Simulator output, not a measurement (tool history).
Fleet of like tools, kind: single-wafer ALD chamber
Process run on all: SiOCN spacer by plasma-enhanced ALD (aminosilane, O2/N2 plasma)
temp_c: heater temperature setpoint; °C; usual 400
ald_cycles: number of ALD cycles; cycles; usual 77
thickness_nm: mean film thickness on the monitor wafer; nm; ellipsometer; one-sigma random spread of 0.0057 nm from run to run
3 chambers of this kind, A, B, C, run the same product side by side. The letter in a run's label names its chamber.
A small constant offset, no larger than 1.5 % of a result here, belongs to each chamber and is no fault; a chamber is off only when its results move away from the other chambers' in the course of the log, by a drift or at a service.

run   hour  temp_c  ald_cycles  read-back reference wafer on the same gauge, thickness_nm  thickness_nm
 1B   11.3     400          77                                                     3.7398        4.6323
 2C   20.9     400          77                                                     3.7421        4.5914
 3A   31.9     400          77                                                     3.7415        4.6452
 4B   40.5     400          77                                                     3.7426        4.6368
 5A   47.8     400          77                                                     3.7433        4.6448
 6C   57.3     400          77                                                     3.7435        4.6007
 7B   70.9     400          77                                                     3.7466        4.6398
 8A   77.6     400          77                                                     3.7462        4.6531
 9C   87.1     400          77                                                     3.7470        4.6030
      94.0  -- chamber C: thermocouple changed; heater temperature recalibrated
10A   99.1     400          77                                                     3.7462        4.6457
11C  108.4     400          77                                                     3.7472        4.5986
12B  117.2     400          77                                                     3.7485        4.6461
13C  127.3     400          77                                                     3.7478        4.6066
14B  139.4     400          66                                                     3.7496        3.9774
15A  149.6     400          66                                                     3.7504        3.9872
16A  161.9     400          66                                                     3.7514        3.9855
17C  169.7     400          77                                                     3.7529        4.6098
18B  180.1     400          77                                                     3.7522        4.6461
19B  187.7     400          77                                                     3.7534        4.6536
20A  196.2     400          77                                                     3.7534        4.6588
21C  203.4     400          77                                                     3.7555        4.6001
22C  211.6     400          63                                                     3.7538        3.7715
23A  221.8     400          63                                                     3.7556        3.8211
24B  230.6     400          63                                                     3.7551        3.7984
25A  243.3     400          77                                                     3.7570        4.6626
26C  249.2     408          67                                                     3.7578        3.9216
27B  258.2     408          67                                                     3.7580        3.9609
28C  265.8     408          67                                                     3.7582        3.9116

What goes on in this fleet: one chamber off, a drifting gauge, or nothing beyond the chambers' own small offsets? Name the chamber and the cause, if any.

It is the gauge, not a chamber: its drift shows up in every chamber's results at once, and no chamber is off.
Most likely cause: gauge reads high (%) = 0.504.
